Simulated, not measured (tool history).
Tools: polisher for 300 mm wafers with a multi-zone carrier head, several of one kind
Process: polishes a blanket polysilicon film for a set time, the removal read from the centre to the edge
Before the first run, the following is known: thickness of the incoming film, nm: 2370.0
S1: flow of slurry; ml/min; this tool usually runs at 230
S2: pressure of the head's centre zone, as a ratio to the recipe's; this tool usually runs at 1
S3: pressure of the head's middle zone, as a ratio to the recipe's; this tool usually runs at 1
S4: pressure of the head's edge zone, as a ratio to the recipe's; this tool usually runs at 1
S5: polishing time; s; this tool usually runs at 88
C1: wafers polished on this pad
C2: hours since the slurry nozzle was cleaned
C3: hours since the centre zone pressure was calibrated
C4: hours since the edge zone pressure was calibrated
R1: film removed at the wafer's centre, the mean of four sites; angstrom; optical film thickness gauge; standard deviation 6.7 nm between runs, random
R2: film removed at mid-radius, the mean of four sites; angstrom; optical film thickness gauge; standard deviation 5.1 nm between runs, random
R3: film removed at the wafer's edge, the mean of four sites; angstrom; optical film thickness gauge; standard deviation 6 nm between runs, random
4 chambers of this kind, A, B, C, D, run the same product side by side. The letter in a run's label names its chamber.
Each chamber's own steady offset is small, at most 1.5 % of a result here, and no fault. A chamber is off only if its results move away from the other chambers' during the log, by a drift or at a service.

| run | hour | S1 | S2 | S3 | S4 | S5 | C1 | C2 | C3 | C4 | R1 | R2 | R3 |
|---|---|---|---|---|---|---|---|---|---|---|---|---|---|
| 1D | 9.8 | 230 | 1 | 1 | 1 | 88 | 458 | 484.7 | 312.3 | 547.9 | 5336.2 | 5330.9 | 5326.7 |
|  | 12.3 | chamber C: worn pad replaced by a new one |
|  | 14.3 | chamber A: centre zone pressure recalibrated |
| 2B | 15.2 | 230 | 1 | 1 | 1 | 88 | 830 | 503.6 | 918.9 | 261.5 | 5254.5 | 5293 | 5339.8 |
|  | 16.6 | chamber B: worn pad replaced by a new one |
| 3C | 26.2 | 230 | 1 | 1 | 1 | 88 | 141 | 48.5 | 326.7 | 688.9 | 5276.1 | 5352.5 | 5418.7 |
| 4A | 33.9 | 230 | 1 | 1 | 1 | 88 | 723 | 352.7 | 19.7 | 137.2 | 5328.7 | 5405.8 | 5370.8 |
| 5D | 43.1 | 230 | 1 | 1 | 1 | 88 | 797 | 518 | 345.6 | 581.2 | 5461.5 | 5253.3 | 5222.6 |
| 6A | 51.4 | 230 | 1 | 1 | 1 | 88 | 901 | 370.2 | 37.2 | 154.7 | 5352 | 5344.5 | 5243.4 |
| 7C | 60.7 | 230 | 1 | 1 | 1 | 88 | 492 | 83 | 361.2 | 723.4 | 5286 | 5226.4 | 5363.4 |
| 8B | 70.2 | 230 | 1 | 1 | 1 | 88 | 545 | 558.6 | 973.9 | 316.5 | 5244.3 | 5326.5 | 5353.6 |
|  | 78.5 | chamber D: worn pad replaced by a new one |
| 9D | 80.3 | 230 | 1 | 1 | 1 | 88 | 18 | 555.2 | 382.8 | 618.4 | 5373.9 | 5408.5 | 5267.5 |
| 10B | 87.9 | 230 | 1 | 1 | 1 | 88 | 725 | 576.3 | 991.6 | 334.2 | 5314.9 | 5310.4 | 5318.1 |
|  | 88.5 | chamber B: worn pad replaced by a new one |
|  | 91.6 | chamber A: worn pad replaced by a new one |
| 11A | 94.3 | 230 | 1 | 1 | 1 | 88 | 27 | 413.1 | 80.1 | 197.6 | 5457.4 | 5357.4 | 5348.3 |
| 12C | 100.6 | 290 | 1 | 1 | 1 | 88 | 897 | 122.9 | 401.1 | 763.3 | 5510.6 | 5556.9 | 5474 |
|  | 102.5 | chamber B: centre zone pressure recalibrated |
| 13C | 107.5 | 290 | 1 | 1 | 1 | 88 | 967 | 129.8 | 408 | 770.2 | 5485.2 | 5542 | 5478.9 |
|  | 108.4 | chamber C: worn pad replaced by a new one |
| 14B | 118.3 | 290 | 1 | 1 | 1 | 88 | 303 | 606.7 | 15.9 | 364.6 | 5504.1 | 5468.6 | 5560.7 |
| 15A | 129.3 | 290 | 1 | 1 | 1 | 88 | 383 | 448.1 | 115.1 | 232.6 | 5523.7 | 5564.3 | 5477.4 |
| 16D | 140.1 | 230 | 1 | 1 | 1 | 88 | 626 | 615 | 442.6 | 678.2 | 5439.4 | 5299.8 | 5274.4 |
|  | 147 | chamber B: edge zone pressure recalibrated |
| 17C | 150.3 | 230 | 1 | 1 | 1 | 88 | 425 | 172.6 | 450.8 | 813 | 5384.1 | 5376.3 | 5471.2 |
| 18B | 159.1 | 230 | 1 | 1 | 1 | 88 | 717 | 647.5 | 56.7 | 12.2 | 5096.6 | 5337.3 | 5328.4 |
|  | 159.7 | chamber B: worn pad replaced by a new one |
| 19D | 164.8 | 180 | 1 | 1 | 1 | 63 | 877 | 639.7 | 467.3 | 702.9 | 3671 | 3687.8 | 3759.1 |
| 20A | 172.9 | 180 | 1 | 1 | 1 | 63 | 826 | 491.7 | 158.7 | 276.2 | 3683.3 | 3722.8 | 3697.5 |
| 21C | 178.5 | 180 | 1 | 1 | 1 | 63 | 712 | 200.8 | 479 | 841.2 | 3629 | 3666 | 3775.8 |
| 22D | 189 | 180 | 1 | 1 | 1 | 63 | 1123 | 663.9 | 491.5 | 727.1 | 3599.2 | 3736.3 | 3726.4 |
|  | 189.5 | chamber D: worn pad replaced by a new one |
| 23B | 195.2 | 230 | 1 | 1 | 1 | 88 | 361 | 683.6 | 92.8 | 48.3 | 5129.5 | 5212.5 | 5162 |
| 24A | 201.2 | 230 | 1 | 1 | 1 | 88 | 1114 | 520 | 187 | 304.5 | 5416.4 | 5483.4 | 5337 |
|  | 201.9 | chamber D: edge zone pressure recalibrated |
|  | 202.5 | chamber A: worn pad replaced by a new one |
|  | 202.8 | chamber C: worn pad replaced by a new one |
| 25C | 210.5 | 230 | 1 | 1 | 1 | 88 | 79 | 232.8 | 511 | 873.2 | 5292.3 | 5330.4 | 5388.9 |
| 26D | 218.3 | 230 | 1 | 1 | 1 | 88 | 293 | 693.2 | 520.8 | 16.5 | 5325.2 | 5335.1 | 5353.7 |
| 27A | 229 | 230 | 1 | 1 | 1 | 88 | 269 | 547.8 | 214.8 | 332.3 | 5423.5 | 5438 | 5249.5 |
| 28B | 235.8 | 280 | 1 | 1 | 1 | 88 | 774 | 724.2 | 133.4 | 88.9 | 5134.2 | 5190.7 | 5323.8 |
| 29A | 243.5 | 280 | 1 | 1 | 1 | 88 | 417 | 562.3 | 229.3 | 346.8 | 5516.3 | 5518.2 | 5445 |
|  | 245.2 | chamber B: worn pad replaced by a new one |
| 30C | 254 | 280 | 1 | 1 | 1 | 88 | 521 | 276.3 | 554.5 | 916.7 | 5583.9 | 5462.3 | 5454.6 |
| 31B | 264.6 | 280 | 1 | 1 | 1 | 88 | 197 | 753 | 162.2 | 117.7 | 5217.7 | 5182.2 | 5364.5 |
|  | 272.7 | chamber A: edge zone pressure recalibrated |
| 32D | 272.9 | 230 | 1 | 1 | 1 | 88 | 848 | 747.8 | 575.4 | 71.1 | 5465.4 | 5253.3 | 5378.9 |
| 33D | 278 | 230 | 1 | 1 | 1 | 88 | 899 | 752.9 | 580.5 | 76.2 | 5263.8 | 5225.6 | 5362.2 |
| 34B | 288.4 | 230 | 0.91 | 1 | 1 | 69 | 439 | 776.8 | 186 | 141.5 | 3440.6 | 3891.5 | 3917 |
| 35C | 295.8 | 230 | 0.91 | 1 | 1 | 69 | 946 | 318.1 | 596.3 | 958.5 | 3763.9 | 4147.6 | 4231.7 |
| 36A | 301.9 | 230 | 0.91 | 1 | 1 | 69 | 1010 | 620.7 | 287.7 | 29.3 | 3790.7 | 4191.2 | 4106.1 |
| 37D | 313 | 230 | 0.91 | 1 | 1 | 69 | 1255 | 787.9 | 615.5 | 111.2 | 3784.3 | 4147.8 | 4206.3 |

Is one chamber off against the others, does the gauge drift, or is nothing wrong? If a chamber is off, say which, and what the likeliest cause is.

One chamber, B, drifts off from the rest bit by bit.
Most likely cause: slurry flow missing at the pad, % = 41.

Chamber B could run next with any of the 4 candidate recipes listed below; each alters the usual settings, and their results appear as question marks. Which one brings its results back in line with what the other chambers deliver on the usual settings?
In line means no further than this from the other chambers' mean on the usual settings: R1 230 angstrom; R2 180 angstrom; R3 210 angstrom
| 38B-1 | 320.9 | 220 | 0.98 | 0.99 | 1.02 | 82 |  |  |  |  | ? | ? | ? |
| 38B-2 | 320.9 | 215 | 0.95 | 0.97 | 1.03 | 76 |  |  |  |  | ? | ? | ? |
| 38B-3 | 320.9 | 240 | 1.02 | 1.01 | 0.98 | 94 |  |  |  |  | ? | ? | ? |
| 38B-4 | 320.9 | 245 | 1.05 | 1.03 | 0.97 | 100 |  |  |  |  | ? | ? | ? |

Other chambers, usual settings, mean: R1 5337.3 angstrom; R2 5343.8 angstrom; R3 5347.2 angstrom
| run | R1 | R2 | R3 |
|---|---|---|---|
| 38B-1 | 4289.7 | 4431.1 | 4637.2 |
| 38B-2 | 3819.1 | 4012.2 | 4306.1 |
| 38B-3 | 5246.5 | 5266.5 | 5271 |
| 38B-4 | 5789.1 | 5725.6 | 5592.3 |
The right change is 38B-3: it brings the chamber back within the allowed miss of the others.
